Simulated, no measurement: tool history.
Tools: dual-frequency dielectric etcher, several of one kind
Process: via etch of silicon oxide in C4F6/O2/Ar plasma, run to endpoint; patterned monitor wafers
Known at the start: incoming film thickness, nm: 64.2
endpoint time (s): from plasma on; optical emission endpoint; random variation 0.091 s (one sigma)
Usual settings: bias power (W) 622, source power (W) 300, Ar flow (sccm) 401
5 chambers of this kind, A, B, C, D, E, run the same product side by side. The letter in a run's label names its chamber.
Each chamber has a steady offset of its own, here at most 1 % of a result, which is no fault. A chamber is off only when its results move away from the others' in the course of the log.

run	hour	bias power (W)	source power (W)	Ar flow (sccm)	hours since the last wet clean	hours since the last bias power generator calibration	hours since the last source power generator calibration	hours since the last Ar flow controller change	endpoint time (s)
1A	6.6	622	300	401	33.3	462.4	4244.5	220	14.954
# hour 10.8: chamber C: wet clean of the chamber
2E	12.3	622	300	401	85.1	2604.4	1236.7	635.2	14.894
3C	20	622	300	401	9.3	411.7	2433.8	1058.3	14.741
4D	26.8	622	300	401	50.7	708.9	886.1	2694.2	14.849
5B	34.4	622	300	401	452.9	630.2	3332.7	1163.4	14.923
6B	40.9	622	300	401	459.4	636.7	3339.2	1169.9	15.102
7C	49.7	622	300	401	39	441.4	2463.5	1088	14.762
8D	55.8	471	300	401	79.7	737.9	915.1	2723.2	16.405
9A	59.9	471	300	401	86.6	515.7	4297.8	273.3	16.581
10E	67.8	471	300	401	140.6	2659.9	1292.2	690.7	16.642
11E	76.8	471	300	401	149.6	2668.9	1301.2	699.7	16.623
12B	81.9	471	300	401	500.4	677.7	3380.2	1210.9	16.404
13C	90.9	622	300	401	80.2	482.6	2504.7	1129.2	14.858
14A	96.4	622	300	401	123.1	552.2	4334.3	309.8	14.914
15D	100.9	622	300	401	124.8	783	960.2	2768.3	14.843
16C	109.3	622	300	401	98.6	501	2523.1	1147.6	14.813
17B	114.7	622	300	401	533.2	710.5	3413	1243.7	14.988
# hour 119: chamber B: wet clean of the chamber
18D	119.9	622	300	401	143.8	802	979.2	2787.3	14.904
19A	126.8	622	300	401	153.5	582.6	4364.7	340.2	15.05
20E	132.9	622	300	401	205.7	2725	1357.3	755.8	14.885
21D	141.2	622	300	401	165.1	823.3	1000.5	2808.6	15.031
# hour 149.3: chamber A: source power generator calibrated
22E	149.3	622	300	401	222.1	2741.4	1373.7	772.2	14.961
23A	154.2	622	300	401	180.9	610	5	367.6	14.912
24B	163.3	622	300	401	44.4	759.1	3461.6	1292.3	14.809
25C	171.6	622	300	401	160.9	563.3	2585.4	1209.9	14.956
26C	176.3	622	300	401	165.6	568	2590.1	1214.6	14.849
27A	181	622	300	401	207.7	636.8	31.8	394.4	15.036
28B	189.3	622	300	401	70.4	785.1	3487.6	1318.3	15.046
29D	194.4	622	300	401	218.3	876.5	1053.7	2861.8	15.069
30E	203.5	622	300	401	276.3	2795.6	1427.9	826.4	14.824
31E	211.4	622	300	401	284.2	2803.5	1435.8	834.3	14.972
32A	217.4	622	300	401	244.1	673.2	68.2	430.8	14.96
33D	223.2	622	300	401	247.1	905.3	1082.5	2890.6	14.879
34B	228.5	622	300	401	109.6	824.3	3526.8	1357.5	14.934
35C	234.1	622	300	401	223.4	625.8	2647.9	1272.4	14.999
36B	239.2	622	300	401	120.3	835	3537.5	1368.2	14.92

Is one chamber off against the others, does the gauge drift, or is nothing wrong? If a chamber is off, say which, and what the likeliest cause is.

No chamber stands off beyond its own small offset, and the gauge holds steady.
